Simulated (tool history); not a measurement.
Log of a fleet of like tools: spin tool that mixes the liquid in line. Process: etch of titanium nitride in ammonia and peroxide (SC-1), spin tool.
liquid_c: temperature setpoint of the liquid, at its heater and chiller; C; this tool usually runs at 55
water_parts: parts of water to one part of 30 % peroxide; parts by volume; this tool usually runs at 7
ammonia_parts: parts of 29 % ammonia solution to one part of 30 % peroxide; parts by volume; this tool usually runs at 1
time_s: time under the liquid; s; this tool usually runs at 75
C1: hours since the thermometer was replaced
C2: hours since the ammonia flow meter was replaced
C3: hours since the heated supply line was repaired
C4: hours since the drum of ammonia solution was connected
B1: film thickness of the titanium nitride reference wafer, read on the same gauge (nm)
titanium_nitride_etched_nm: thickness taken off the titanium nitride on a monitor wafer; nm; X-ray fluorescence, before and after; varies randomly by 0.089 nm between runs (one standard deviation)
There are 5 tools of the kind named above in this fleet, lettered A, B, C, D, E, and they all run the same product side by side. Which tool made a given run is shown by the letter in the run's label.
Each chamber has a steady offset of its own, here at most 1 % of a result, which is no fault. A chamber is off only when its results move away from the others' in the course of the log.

run 1B hour=6.2 | liquid_c=55 water_parts=7 ammonia_parts=1 time_s=75 | C1=86.9 C2=263.5 C3=292 C4=429 | B1=140 | titanium_nitride_etched_nm=15.064
run 2A hour=13.1 | liquid_c=55 water_parts=7 ammonia_parts=1 time_s=75 | C1=520.6 C2=566.4 C3=62.5 C4=532.2 | B1=140.01 | titanium_nitride_etched_nm=14.913
run 3C hour=21.8 | liquid_c=55 water_parts=7 ammonia_parts=1 time_s=75 | C1=875.2 C2=773.1 C3=398 C4=53.4 | B1=140 | titanium_nitride_etched_nm=14.713
run 4E hour=28.6 | liquid_c=55 water_parts=7 ammonia_parts=1 time_s=75 | C1=219.8 C2=894.9 C3=1769.5 C4=228.9 | B1=139.98 | titanium_nitride_etched_nm=14.954
run 5D hour=35.6 | liquid_c=55 water_parts=7 ammonia_parts=1 time_s=75 | C1=276.8 C2=946.2 C3=678.4 C4=963.3 | B1=140.02 | titanium_nitride_etched_nm=14.87
run 6C hour=42.5 | liquid_c=55 water_parts=7 ammonia_parts=1 time_s=75 | C1=895.9 C2=793.8 C3=418.7 C4=74.1 | B1=139.99 | titanium_nitride_etched_nm=14.837
run 7B hour=52 | liquid_c=55 water_parts=7 ammonia_parts=1 time_s=75 | C1=132.7 C2=309.3 C3=337.8 C4=474.8 | B1=140.01 | titanium_nitride_etched_nm=14.968
run 8E hour=58.5 | liquid_c=55 water_parts=7 ammonia_parts=1 time_s=75 | C1=249.7 C2=924.8 C3=1799.4 C4=258.8 | B1=139.99 | titanium_nitride_etched_nm=14.905
run 9A hour=68.7 | liquid_c=55 water_parts=7 ammonia_parts=1 time_s=75 | C1=576.2 C2=622 C3=118.1 C4=587.8 | B1=140.01 | titanium_nitride_etched_nm=15.057
run 10D hour=74.9 | liquid_c=55 water_parts=7 ammonia_parts=1 time_s=75 | C1=316.1 C2=985.5 C3=717.7 C4=1002.6 | B1=140 | titanium_nitride_etched_nm=14.913
run 11D hour=84.4 | liquid_c=55 water_parts=7 ammonia_parts=1 time_s=75 | C1=325.6 C2=995 C3=727.2 C4=1012.1 | B1=139.99 | titanium_nitride_etched_nm=14.773
-- hour=90.9 chamber D: new drum of ammonia solution connected
run 12E hour=93.2 | liquid_c=55 water_parts=7 ammonia_parts=1 time_s=75 | C1=284.4 C2=959.5 C3=1834.1 C4=293.5 | B1=139.99 | titanium_nitride_etched_nm=14.799
run 13C hour=101 | liquid_c=55 water_parts=7 ammonia_parts=1 time_s=75 | C1=954.4 C2=852.3 C3=477.2 C4=132.6 | B1=140.03 | titanium_nitride_etched_nm=14.921
run 14B hour=106.3 | liquid_c=55 water_parts=7 ammonia_parts=1 time_s=75 | C1=187 C2=363.6 C3=392.1 C4=529.1 | B1=139.97 | titanium_nitride_etched_nm=14.893
run 15A hour=113.9 | liquid_c=55 water_parts=7 ammonia_parts=1 time_s=105 | C1=621.4 C2=667.2 C3=163.3 C4=633 | B1=139.99 | titanium_nitride_etched_nm=20.93
run 16E hour=122.7 | liquid_c=55 water_parts=7 ammonia_parts=1 time_s=105 | C1=313.9 C2=989 C3=1863.6 C4=323 | B1=140 | titanium_nitride_etched_nm=20.626
run 17C hour=131 | liquid_c=55 water_parts=7 ammonia_parts=1 time_s=105 | C1=984.4 C2=882.3 C3=507.2 C4=162.6 | B1=139.98 | titanium_nitride_etched_nm=20.724
run 18B hour=135.7 | liquid_c=55 water_parts=7 ammonia_parts=1 time_s=105 | C1=216.4 C2=393 C3=421.5 C4=558.5 | B1=139.99 | titanium_nitride_etched_nm=20.914
-- hour=143.1 chamber A: new drum of ammonia solution connected
run 19D hour=144.6 | liquid_c=55 water_parts=7 ammonia_parts=1 time_s=105 | C1=385.8 C2=1055.2 C3=787.4 C4=53.8 | B1=139.99 | titanium_nitride_etched_nm=20.685
run 20A hour=150.2 | liquid_c=58.5 water_parts=7 ammonia_parts=1 time_s=120 | C1=657.7 C2=703.5 C3=199.6 C4=7.2 | B1=139.96 | titanium_nitride_etched_nm=30.349
run 21C hour=157.5 | liquid_c=58.5 water_parts=7 ammonia_parts=1 time_s=120 | C1=1010.9 C2=908.8 C3=533.7 C4=189.1 | B1=140.02 | titanium_nitride_etched_nm=30.293
run 22B hour=163.3 | liquid_c=58.5 water_parts=7 ammonia_parts=1 time_s=120 | C1=244 C2=420.6 C3=449.1 C4=586.1 | B1=139.98 | titanium_nitride_etched_nm=29.693
run 23E hour=168 | liquid_c=58.5 water_parts=7 ammonia_parts=1 time_s=120 | C1=359.2 C2=1034.3 C3=1908.9 C4=368.3 | B1=140.01 | titanium_nitride_etched_nm=30.333
run 24D hour=173.2 | liquid_c=58.5 water_parts=7 ammonia_parts=1 time_s=120 | C1=414.4 C2=1083.8 C3=816 C4=82.4 | B1=139.98 | titanium_nitride_etched_nm=29.485
-- hour=179.7 chamber E: ammonia flow meter replaced
run 25A hour=183.5 | liquid_c=55 water_parts=7 ammonia_parts=1 time_s=75 | C1=691 C2=736.8 C3=232.9 C4=40.5 | B1=139.98 | titanium_nitride_etched_nm=14.883
run 26E hour=192.9 | liquid_c=55 water_parts=7 ammonia_parts=1 time_s=75 | C1=384.1 C2=13.2 C3=1933.8 C4=393.2 | B1=139.99 | titanium_nitride_etched_nm=14.668
run 27D hour=201.8 | liquid_c=55 water_parts=7 ammonia_parts=1 time_s=75 | C1=443 C2=1112.4 C3=844.6 C4=111 | B1=140.01 | titanium_nitride_etched_nm=14.36
run 28B hour=209.8 | liquid_c=52 water_parts=7 ammonia_parts=1 time_s=75 | C1=290.5 C2=467.1 C3=495.6 C4=632.6 | B1=140.01 | titanium_nitride_etched_nm=12.169
run 29C hour=216 | liquid_c=52 water_parts=7 ammonia_parts=1 time_s=75 | C1=1069.4 C2=967.3 C3=592.2 C4=247.6 | B1=140 | titanium_nitride_etched_nm=12.072
run 30A hour=222.7 | liquid_c=52 water_parts=7 ammonia_parts=1 time_s=75 | C1=730.2 C2=776 C3=272.1 C4=79.7 | B1=139.98 | titanium_nitride_etched_nm=12.223
run 31D hour=230 | liquid_c=52 water_parts=7 ammonia_parts=1 time_s=75 | C1=471.2 C2=1140.6 C3=872.8 C4=139.2 | B1=140.04 | titanium_nitride_etched_nm=11.563
run 32C hour=240.4 | liquid_c=52 water_parts=7 ammonia_parts=1 time_s=75 | C1=1093.8 C2=991.7 C3=616.6 C4=272 | B1=140.01 | titanium_nitride_etched_nm=12.067
run 33B hour=250.6 | liquid_c=55 water_parts=7 ammonia_parts=1 time_s=75 | C1=331.3 C2=507.9 C3=536.4 C4=673.4 | B1=140 | titanium_nitride_etched_nm=15.034
run 34E hour=256.8 | liquid_c=55 water_parts=7 ammonia_parts=1 time_s=75 | C1=448 C2=77.1 C3=1997.7 C4=457.1 | B1=140 | titanium_nitride_etched_nm=14.803
run 35A hour=266.9 | liquid_c=55 water_parts=7 ammonia_parts=1 time_s=75 | C1=774.4 C2=820.2 C3=316.3 C4=123.9 | B1=140.01 | titanium_nitride_etched_nm=15.005
-- hour=276.4 chamber C: heated supply line repaired
-- hour=276.7 chamber B: ammonia flow meter replaced
run 36C hour=277 | liquid_c=55 water_parts=7 ammonia_parts=1 time_s=75 | C1=1130.4 C2=1028.3 C3=0.7 C4=308.6 | B1=140.01 | titanium_nitride_etched_nm=14.841
run 37E hour=282.7 | liquid_c=55 water_parts=7 ammonia_parts=1 time_s=75 | C1=473.9 C2=103 C3=2023.6 C4=483 | B1=139.98 | titanium_nitride_etched_nm=14.862
run 38A hour=289.9 | liquid_c=55 water_parts=7 ammonia_parts=1 time_s=75 | C1=797.4 C2=843.2 C3=339.3 C4=146.9 | B1=140.02 | titanium_nitride_etched_nm=14.927
-- hour=292.3 chamber B: heated supply line repaired
run 39B hour=296.6 | liquid_c=55 water_parts=7 ammonia_parts=1 time_s=75 | C1=377.3 C2=20 C3=4.3 C4=719.4 | B1=139.98 | titanium_nitride_etched_nm=15.06

The same settings go to every chamber for the next run, one line per chamber below. Forecast the results for each:
run 40A hour=304 | liquid_c=55 water_parts=7 ammonia_parts=1 time_s=75 | titanium_nitride_etched_nm=?
run 40B hour=304 | liquid_c=55 water_parts=7 ammonia_parts=1 time_s=75 | titanium_nitride_etched_nm=?
run 40C hour=304 | liquid_c=55 water_parts=7 ammonia_parts=1 time_s=75 | titanium_nitride_etched_nm=?
run 40D hour=304 | liquid_c=55 water_parts=7 ammonia_parts=1 time_s=75 | titanium_nitride_etched_nm=?
run 40E hour=304 | liquid_c=55 water_parts=7 ammonia_parts=1 time_s=75 | titanium_nitride_etched_nm=?

run=40A titanium_nitride_etched_nm=14.912
run=40B titanium_nitride_etched_nm=15.038
run=40C titanium_nitride_etched_nm=14.811
run=40D titanium_nitride_etched_nm=13.944
run=40E titanium_nitride_etched_nm=14.754
